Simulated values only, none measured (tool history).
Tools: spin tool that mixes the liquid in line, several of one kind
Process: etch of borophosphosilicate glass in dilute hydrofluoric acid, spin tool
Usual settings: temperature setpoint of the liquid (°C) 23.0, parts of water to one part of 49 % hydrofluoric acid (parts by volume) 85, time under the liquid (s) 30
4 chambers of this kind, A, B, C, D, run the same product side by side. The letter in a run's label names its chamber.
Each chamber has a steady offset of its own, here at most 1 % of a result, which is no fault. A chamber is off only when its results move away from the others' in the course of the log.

| run | hour | temperature setpoint of the liquid (°C) | parts of water to one part of 49 % hydrofluoric acid (parts by volume) | time under the liquid (s) | read-back film thickness of the borophosphosilicate glass reference wafer, read on the same gauge (nm) | thickness taken off the borophosphosilicate glass on a monitor wafer (nm) |
|---|---|---|---|---|---|---|
| 1D | 5.9 | 23.0 | 85 | 30 | 110.03 | 23.5600 |
| 2B | 9.5 | 23.0 | 85 | 30 | 110.00 | 23.4980 |
| 3C | 14.3 | 23.0 | 85 | 30 | 109.96 | 23.7250 |
| 4A | 18.0 | 23.0 | 85 | 30 | 110.01 | 23.8110 |
| 5D | 24.6 | 23.0 | 85 | 30 | 110.00 | 23.2090 |
| 6B | 31.3 | 23.0 | 50 | 30 | 109.99 | 41.5680 |
| 7A | 35.9 | 23.0 | 50 | 30 | 110.01 | 42.1300 |
| 8C | 41.1 | 23.0 | 50 | 30 | 110.00 | 41.3270 |
| 9A | 44.1 | 23.0 | 50 | 30 | 110.01 | 41.5110 |
| 10C | 50.4 | 23.0 | 85 | 30 | 110.00 | 23.4260 |
| 11B | 54.9 | 23.0 | 85 | 30 | 110.03 | 23.3980 |
| 12D | 59.1 | 23.0 | 85 | 30 | 110.00 | 22.7260 |
| 13A | 63.2 | 23.0 | 85 | 30 | 110.04 | 23.9580 |
| 14B | 68.0 | 23.0 | 85 | 30 | 110.00 | 23.9580 |
| 15D | 74.4 | 23.0 | 85 | 30 | 110.02 | 23.5060 |
| 16C | 79.7 | 23.0 | 85 | 30 | 109.97 | 24.0880 |
| 17B | 85.6 | 18.0 | 85 | 15 | 110.00 | 9.6349 |
| 18D | 90.4 | 18.0 | 85 | 15 | 109.96 | 9.5581 |
| 19A | 94.8 | 18.0 | 85 | 15 | 110.00 | 9.3114 |
| 20C | 100.5 | 18.0 | 85 | 15 | 110.02 | 10.3240 |
| 21B | 104.1 | 23.0 | 85 | 30 | 109.99 | 23.3690 |
| 22D | 108.7 | 23.0 | 85 | 30 | 110.05 | 23.3900 |
| 23A | 111.8 | 23.0 | 85 | 30 | 110.03 | 23.5460 |
| 24C | 118.4 | 23.0 | 85 | 30 | 109.97 | 25.2590 |
| 25A | 123.6 | 23.0 | 85 | 30 | 109.98 | 23.6060 |
| 26C | 129.0 | 23.0 | 85 | 45 | 109.97 | 39.0280 |
| 27D | 133.7 | 23.0 | 85 | 45 | 109.99 | 34.6100 |
| 28B | 136.9 | 23.0 | 85 | 45 | 109.95 | 35.0520 |
| 29D | 142.0 | 23.0 | 85 | 45 | 110.00 | 35.0210 |
| 30B | 145.6 | 23.0 | 85 | 30 | 110.00 | 23.9680 |
| 31C | 149.3 | 19.5 | 85 | 30 | 110.00 | 22.7470 |
| 32A | 152.6 | 19.5 | 85 | 30 | 109.97 | 20.3450 |
| 33D | 157.9 | 19.5 | 85 | 30 | 110.00 | 20.3100 |
| 34B | 161.4 | 19.5 | 85 | 30 | 110.02 | 20.5480 |

What goes on in this fleet: one chamber off, a drifting gauge, or nothing beyond the chambers' own small offsets? Name the chamber and the cause, if any.

Chamber C drifts away from the others.
Cause: hydrofluoric acid flow above the setpoint (%) = 11.6.
The log may not tell that from: liquid hotter than its thermometer reads (K).

Here are 4 candidates for chamber C's next run, each the usual settings with a change, their results left as question marks. Which one brings its results back in line with what the others give on the usual settings?
In line means no further than this from the other chambers' mean on the usual settings: thickness taken off the borophosphosilicate glass on a monitor wafer (nm) 0.8200
| 35C-1 | 166.3 | 23.0 | 105 | 30 |  | ? |
| 35C-2 | 166.3 | 23.0 | 95 | 30 |  | ? |
| 35C-3 | 166.3 | 23.5 | 80 | 35 |  | ? |
| 35C-4 | 166.3 | 26.0 | 85 | 30 |  | ? |

The other chambers' mean on the usual settings: thickness taken off the borophosphosilicate glass on a monitor wafer (nm) 23.4870
| run | thickness taken off the borophosphosilicate glass on a monitor wafer (nm) |
|---|---|
| 35C-1 | 21.0640 |
| 35C-2 | 23.5050 |
| 35C-3 | 33.7000 |
| 35C-4 | 29.8730 |
35C-2 brings the chamber back in line.
